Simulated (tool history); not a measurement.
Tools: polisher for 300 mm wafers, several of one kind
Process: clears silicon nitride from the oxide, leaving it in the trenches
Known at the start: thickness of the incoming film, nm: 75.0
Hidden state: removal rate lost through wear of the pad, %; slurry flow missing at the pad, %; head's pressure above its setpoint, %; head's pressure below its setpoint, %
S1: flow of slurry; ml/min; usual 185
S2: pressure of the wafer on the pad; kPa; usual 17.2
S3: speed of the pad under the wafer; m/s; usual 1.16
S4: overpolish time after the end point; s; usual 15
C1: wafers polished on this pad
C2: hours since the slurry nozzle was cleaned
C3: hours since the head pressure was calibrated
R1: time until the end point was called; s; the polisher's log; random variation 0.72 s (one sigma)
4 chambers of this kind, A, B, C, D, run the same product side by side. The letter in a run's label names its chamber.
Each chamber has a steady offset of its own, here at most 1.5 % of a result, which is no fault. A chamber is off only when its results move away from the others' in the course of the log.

Run 1A, hour 8.5: usual settings; C1 707; C2 72.1; C3 29.5. Result: R1 76.026 s.
Run 2B, hour 15.8: usual settings; C1 523; C2 366.9; C3 170.7. Result: R1 76.729 s.
Run 3D, hour 21.8: usual settings; C1 279; C2 282.6; C3 245.6. Result: R1 75.330 s.
At hour 30.0: chamber C: worn pad replaced by a new one.
Run 4C, hour 31.3: usual settings; C1 12; C2 322.3; C3 734.9. Result: R1 75.312 s.
Run 5D, hour 39.5: usual settings; C1 453; C2 300.3; C3 263.3. Result: R1 75.864 s.
At hour 40.7: chamber B: slurry nozzle cleaned.
Run 6A, hour 46.8: usual settings; C1 1083; C2 110.4; C3 67.8. Result: R1 76.936 s.
At hour 47.1: chamber B: worn pad replaced by a new one.
At hour 51.7: chamber D: slurry nozzle cleaned.
Run 7B, hour 56.6: usual settings; C1 93; C2 16.0; C3 211.5. Result: R1 76.477 s.
Run 8C, hour 65.4: usual settings; C1 347; C2 356.4; C3 769.0. Result: R1 76.385 s.
At hour 65.5: chamber A: worn pad replaced by a new one.
Run 9A, hour 72.7: usual settings; C1 71; C2 136.3; C3 93.7. Result: R1 76.986 s.
Run 10C, hour 77.9: usual settings; C1 470; C2 368.9; C3 781.5. Result: R1 74.825 s.
Run 11B, hour 88.6: usual settings; C1 408; C2 48.0; C3 243.5. Result: R1 76.051 s.
Run 12D, hour 95.9: usual settings; C1 1007; C2 44.2; C3 319.7. Result: R1 75.554 s.
At hour 96.7: chamber D: worn pad replaced by a new one.
Run 13D, hour 107.1: usual settings; C1 102; C2 55.4; C3 330.9. Result: R1 75.183 s.
Run 14B, hour 116.1: usual settings; C1 678; C2 75.5; C3 271.0. Result: R1 77.819 s.
Run 15A, hour 122.9: usual settings; C1 564; C2 186.5; C3 143.9. Result: R1 78.729 s.
Run 16C, hour 129.0: usual settings; C1 972; C2 420.0; C3 832.6. Result: R1 75.245 s.
At hour 130.9: chamber B: worn pad replaced by a new one.
Run 17C, hour 137.6: usual settings; C1 1057; C2 428.6; C3 841.2. Result: R1 76.179 s.
Run 18A, hour 147.7: usual settings; C1 808; C2 211.3; C3 168.7. Result: R1 77.428 s.
Run 19D, hour 152.5: usual settings; C1 548; C2 100.8; C3 376.3. Result: R1 74.618 s.
At hour 159.0: chamber C: worn pad replaced by a new one.
Run 20B, hour 160.6: usual settings; C1 292; C2 120.0; C3 315.5. Result: R1 78.556 s.
Run 21B, hour 171.3: usual settings but S2 20.7 kPa; C1 397; C2 130.7; C3 326.2. Result: R1 67.506 s.
Run 22D, hour 176.9: usual settings but S2 20.7 kPa; C1 788; C2 125.2; C3 400.7. Result: R1 62.055 s.
Run 23A, hour 185.1: usual settings but S2 20.7 kPa; C1 1175; C2 248.7; C3 206.1. Result: R1 63.139 s.
At hour 188.7: chamber A: worn pad replaced by a new one.
Run 24C, hour 195.8: usual settings but S2 20.7 kPa; C1 361; C2 486.8; C3 899.4. Result: R1 62.991 s.
At hour 196.0: chamber D: worn pad replaced by a new one.
At hour 201.1: chamber D: head pressure recalibrated.
Run 25A, hour 206.0: usual settings; C1 170; C2 269.6; C3 227.0. Result: R1 77.903 s.
At hour 211.7: chamber B: worn pad replaced by a new one.
Run 26B, hour 215.1: usual settings; C1 33; C2 174.5; C3 370.0. Result: R1 84.671 s.
At hour 223.3: chamber C: head pressure recalibrated.
Run 27C, hour 223.6: usual settings; C1 634; C2 514.6; C3 0.4. Result: R1 77.536 s.
Run 28D, hour 232.4: usual settings but S1 220 ml/min, S4 22 s; C1 358; C2 180.7; C3 31.3. Result: R1 75.399 s.
Run 29D, hour 241.7: usual settings but S1 220 ml/min, S4 22 s; C1 449; C2 190.0; C3 40.6. Result: R1 74.630 s.
At hour 244.1: chamber C: slurry nozzle cleaned.
Run 30B, hour 247.9: usual settings but S1 220 ml/min, S4 22 s; C1 355; C2 207.3; C3 402.8. Result: R1 84.829 s.
Run 31C, hour 254.9: usual settings but S1 220 ml/min, S4 22 s; C1 942; C2 10.8; C3 31.7. Result: R1 75.172 s.

All 4 chambers run these settings next. Forecast each chamber's results:
Run 32A, hour 262.9: usual settings. Result: R1 ?.
Run 32B, hour 262.9: usual settings. Result: R1 ?.
Run 32C, hour 262.9: usual settings. Result: R1 ?.
Run 32D, hour 262.9: usual settings. Result: R1 ?.

run      R1
32A  76.992
32B  86.687
32C  76.032
32D  75.445
